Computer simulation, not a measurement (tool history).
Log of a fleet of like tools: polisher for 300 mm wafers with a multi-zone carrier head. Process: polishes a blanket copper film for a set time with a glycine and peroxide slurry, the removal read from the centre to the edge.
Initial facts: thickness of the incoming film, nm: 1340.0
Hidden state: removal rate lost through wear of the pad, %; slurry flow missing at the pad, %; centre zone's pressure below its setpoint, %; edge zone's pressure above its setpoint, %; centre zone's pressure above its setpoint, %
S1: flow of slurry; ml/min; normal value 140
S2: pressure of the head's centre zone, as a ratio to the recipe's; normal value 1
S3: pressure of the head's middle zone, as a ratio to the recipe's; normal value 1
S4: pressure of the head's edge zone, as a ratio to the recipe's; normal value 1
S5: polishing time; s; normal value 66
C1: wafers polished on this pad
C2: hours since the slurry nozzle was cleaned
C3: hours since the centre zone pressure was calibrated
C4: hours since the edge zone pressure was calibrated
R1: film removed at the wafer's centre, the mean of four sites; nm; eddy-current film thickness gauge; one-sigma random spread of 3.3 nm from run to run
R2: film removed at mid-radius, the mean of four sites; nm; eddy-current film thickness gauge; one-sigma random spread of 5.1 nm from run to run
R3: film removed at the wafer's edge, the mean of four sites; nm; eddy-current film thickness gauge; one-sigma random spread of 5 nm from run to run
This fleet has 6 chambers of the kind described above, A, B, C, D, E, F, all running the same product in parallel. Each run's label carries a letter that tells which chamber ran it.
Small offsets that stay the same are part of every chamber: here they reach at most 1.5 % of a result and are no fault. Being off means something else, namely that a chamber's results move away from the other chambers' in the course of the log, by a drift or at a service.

Run 1E, hour 10.9: usual settings; C1 981; C2 335.9; C3 169; C4 515.5. Result: R1 389.56 nm, R2 388.78 nm, R3 389.95 nm.
At hour 15.7: chamber C: worn pad replaced by a new one.
At hour 16.6: chamber D: worn pad replaced by a new one.
Run 2A, hour 18.5: usual settings; C1 939; C2 632.5; C3 65.7; C4 374.5. Result: R1 394.32 nm, R2 393.3 nm, R3 395.89 nm.
Run 3B, hour 27.9: usual settings; C1 632; C2 577.9; C3 135.6; C4 1063.2. Result: R1 396.02 nm, R2 389.11 nm, R3 387.38 nm.
Run 4F, hour 33.8: usual settings; C1 779; C2 130.8; C3 1156.4; C4 225.8. Result: R1 391.95 nm, R2 385.81 nm, R3 403.28 nm.
At hour 41.8: chamber A: edge zone pressure recalibrated.
At hour 45.1: chamber A: slurry nozzle cleaned.
Run 5C, hour 45.5: usual settings; C1 361; C2 150.4; C3 492.1; C4 66.6. Result: R1 393.31 nm, R2 392.42 nm, R3 390.75 nm.
At hour 46.9: chamber B: worn pad replaced by a new one.
At hour 50.7: chamber A: worn pad replaced by a new one.
Run 6D, hour 52.8: usual settings; C1 438; C2 132.4; C3 176.4; C4 564.4. Result: R1 396.4 nm, R2 390.67 nm, R3 383.89 nm.
Run 7F, hour 58.1: usual settings; C1 1073; C2 155.1; C3 1180.7; C4 250.1. Result: R1 393.42 nm, R2 392.15 nm, R3 388.66 nm.
At hour 58.6: chamber B: slurry nozzle cleaned.
At hour 59.7: chamber E: worn pad replaced by a new one.
At hour 66.2: chamber F: worn pad replaced by a new one.
Run 8D, hour 68.2: usual settings but S2 0.91, S3 1.05; C1 624; C2 147.8; C3 191.8; C4 579.8. Result: R1 353.17 nm, R2 421.4 nm, R3 397.58 nm.
At hour 70.5: chamber D: edge zone pressure recalibrated.
At hour 77.4: chamber D: worn pad replaced by a new one.
Run 9B, hour 78.3: usual settings but S2 0.91, S3 1.05; C1 380; C2 19.7; C3 186; C4 1113.6. Result: R1 364.3 nm, R2 407.92 nm, R3 391.88 nm.
At hour 79.8: chamber C: worn pad replaced by a new one.
Run 10C, hour 87.4: usual settings but S2 0.91, S3 1.05; C1 92; C2 192.3; C3 534; C4 108.5. Result: R1 353.21 nm, R2 414.6 nm, R3 397.04 nm.
Run 11A, hour 93.1: usual settings but S2 0.91, S3 1.05; C1 512; C2 48.1; C3 140.3; C4 51.4. Result: R1 351.77 nm, R2 407.48 nm, R3 390.72 nm.
Run 12E, hour 104.3: usual settings but S2 0.91, S3 1.05; C1 539; C2 429.3; C3 262.4; C4 608.9. Result: R1 362.67 nm, R2 422.77 nm, R3 395.06 nm.
Run 13B, hour 110.9: usual settings but S2 0.91, S3 1.05; C1 774; C2 52.3; C3 218.6; C4 1146.2. Result: R1 357.11 nm, R2 416.99 nm, R3 388.14 nm.
At hour 111.4: chamber B: worn pad replaced by a new one.
Run 14E, hour 118.3: usual settings; C1 708; C2 443.3; C3 276.4; C4 622.9. Result: R1 387.02 nm, R2 391.38 nm, R3 398.25 nm.
At hour 120.1: chamber F: slurry nozzle cleaned.
Run 15C, hour 127.3: usual settings; C1 575; C2 232.2; C3 573.9; C4 148.4. Result: R1 386.97 nm, R2 391.13 nm, R3 383.01 nm.
Run 16D, hour 135: usual settings; C1 696; C2 214.6; C3 258.6; C4 64.5. Result: R1 392.89 nm, R2 376.98 nm, R3 395.65 nm.
At hour 140.8: chamber C: worn pad replaced by a new one.
At hour 143.1: chamber A: worn pad replaced by a new one.
Run 17F, hour 147.2: usual settings but S3 1.09, S5 45 s; C1 979; C2 27.2; C3 1269.8; C4 339.2. Result: R1 262.08 nm, R2 285.26 nm, R3 264.01 nm.
At hour 158.3: chamber D: worn pad replaced by a new one.
Run 18A, hour 159.4: usual settings but S3 1.09, S5 45 s; C1 197; C2 114.4; C3 206.6; C4 117.7. Result: R1 260.42 nm, R2 288.04 nm, R3 264.54 nm.
Run 19B, hour 169.2: usual settings but S3 1.09, S5 45 s; C1 698; C2 110.6; C3 276.9; C4 1204.5. Result: R1 270.57 nm, R2 282.99 nm, R3 269.52 nm.
At hour 172.8: chamber F: worn pad replaced by a new one.
At hour 173.2: chamber B: worn pad replaced by a new one.
At hour 176: chamber E: worn pad replaced by a new one.
Run 20E, hour 180.8: usual settings but S3 1.09, S5 45 s; C1 58; C2 505.8; C3 338.9; C4 685.4. Result: R1 270.36 nm, R2 291.56 nm, R3 268.92 nm.
Run 21A, hour 187.3: usual settings but S3 1.09, S5 45 s; C1 534; C2 142.3; C3 234.5; C4 145.6. Result: R1 263.02 nm, R2 289.66 nm, R3 261.24 nm.
At hour 188.3: chamber E: slurry nozzle cleaned.
Run 22D, hour 198.9: usual settings but S3 1.09, S5 45 s; C1 490; C2 278.5; C3 322.5; C4 128.4. Result: R1 268.59 nm, R2 283.98 nm, R3 267.75 nm.
Run 23C, hour 206.1: usual settings but S3 1.06, S5 73 s; C1 789; C2 311; C3 652.7; C4 227.2. Result: R1 414.5 nm, R2 455.97 nm, R3 438.69 nm.
At hour 208.1: chamber C: worn pad replaced by a new one.
Run 24F, hour 215.9: usual settings but S3 1.06, S5 73 s; C1 521; C2 95.9; C3 1338.5; C4 407.9. Result: R1 433.56 nm, R2 461.09 nm, R3 430.87 nm.
At hour 221.3: chamber D: worn pad replaced by a new one.
Run 25F, hour 228.4: usual settings but S3 1.06, S5 73 s; C1 672; C2 108.4; C3 1351; C4 420.4. Result: R1 434.86 nm, R2 456.93 nm, R3 429.6 nm.
At hour 236: chamber B: worn pad replaced by a new one.
Run 26A, hour 239.6: usual settings but S3 1.06, S5 73 s; C1 1166; C2 194.6; C3 286.8; C4 197.9. Result: R1 424.74 nm, R2 450.34 nm, R3 434.64 nm.
Run 27D, hour 247.2: usual settings but S3 1.06, S5 73 s; C1 314; C2 326.8; C3 370.8; C4 176.7. Result: R1 436.67 nm, R2 448.66 nm, R3 429.93 nm.
At hour 251.3: chamber A: worn pad replaced by a new one.
Run 28C, hour 253.2: usual settings but S3 1.06, S5 73 s; C1 545; C2 358.1; C3 699.8; C4 274.3. Result: R1 413.72 nm, R2 453.79 nm, R3 439.16 nm.
Run 29E, hour 264.4: usual settings but S4 0.96; C1 1069; C2 76.1; C3 422.5; C4 769. Result: R1 395.73 nm, R2 389.4 nm, R3 377.77 nm.
Run 30B, hour 273.9: usual settings but S4 0.96; C1 458; C2 215.3; C3 381.6; C4 1309.2. Result: R1 398.38 nm, R2 384.02 nm, R3 380.53 nm.
At hour 275.4: chamber F: worn pad replaced by a new one.
At hour 281.4: chamber C: worn pad replaced by a new one.
Run 31F, hour 284.9: usual settings but S4 0.96; C1 115; C2 164.9; C3 1407.5; C4 476.9. Result: R1 389.7 nm, R2 392.04 nm, R3 383.59 nm.
At hour 295: chamber B: edge zone pressure recalibrated.
Run 32E, hour 297.1: usual settings but S4 0.96; C1 1464; C2 108.8; C3 455.2; C4 801.7. Result: R1 396.18 nm, R2 393.66 nm, R3 389.59 nm.
At hour 302.7: chamber D: worn pad replaced by a new one.
Run 33A, hour 304.6: usual settings but S4 0.96; C1 644; C2 259.6; C3 351.8; C4 262.9. Result: R1 388.34 nm, R2 392.04 nm, R3 386.1 nm.
At hour 309.1: chamber B: worn pad replaced by a new one.
Run 34D, hour 311.8: usual settings but S4 0.96; C1 110; C2 391.4; C3 435.4; C4 241.3. Result: R1 389.74 nm, R2 389.24 nm, R3 372.7 nm.
Run 35B, hour 322.1: usual settings; C1 157; C2 263.5; C3 429.8; C4 27.2. Result: R1 399.71 nm, R2 393.85 nm, R3 388.22 nm.
Run 36C, hour 328.2: usual settings; C1 565; C2 433.1; C3 774.8; C4 349.3. Result: R1 364.09 nm, R2 383.91 nm, R3 397.44 nm.

The same settings go to every chamber for the next run, one line per chamber below. Forecast the results for each:
Run 37A, hour 337.1: usual settings. Result: R1 ?, R2 ?, R3 ?.
Run 37B, hour 337.1: usual settings. Result: R1 ?, R2 ?, R3 ?.
Run 37C, hour 337.1: usual settings. Result: R1 ?, R2 ?, R3 ?.
Run 37D, hour 337.1: usual settings. Result: R1 ?, R2 ?, R3 ?.
Run 37E, hour 337.1: usual settings. Result: R1 ?, R2 ?, R3 ?.
Run 37F, hour 337.1: usual settings. Result: R1 ?, R2 ?, R3 ?.

run      R1      R2      R3
37A  386.49  389.52     390
37B  396.13  390.62  387.13
37C  371.63  388.59  389.28
37D  389.95  393.23  395.56
37E  392.44  389.03  378.36
37F   393.7  404.04  405.35

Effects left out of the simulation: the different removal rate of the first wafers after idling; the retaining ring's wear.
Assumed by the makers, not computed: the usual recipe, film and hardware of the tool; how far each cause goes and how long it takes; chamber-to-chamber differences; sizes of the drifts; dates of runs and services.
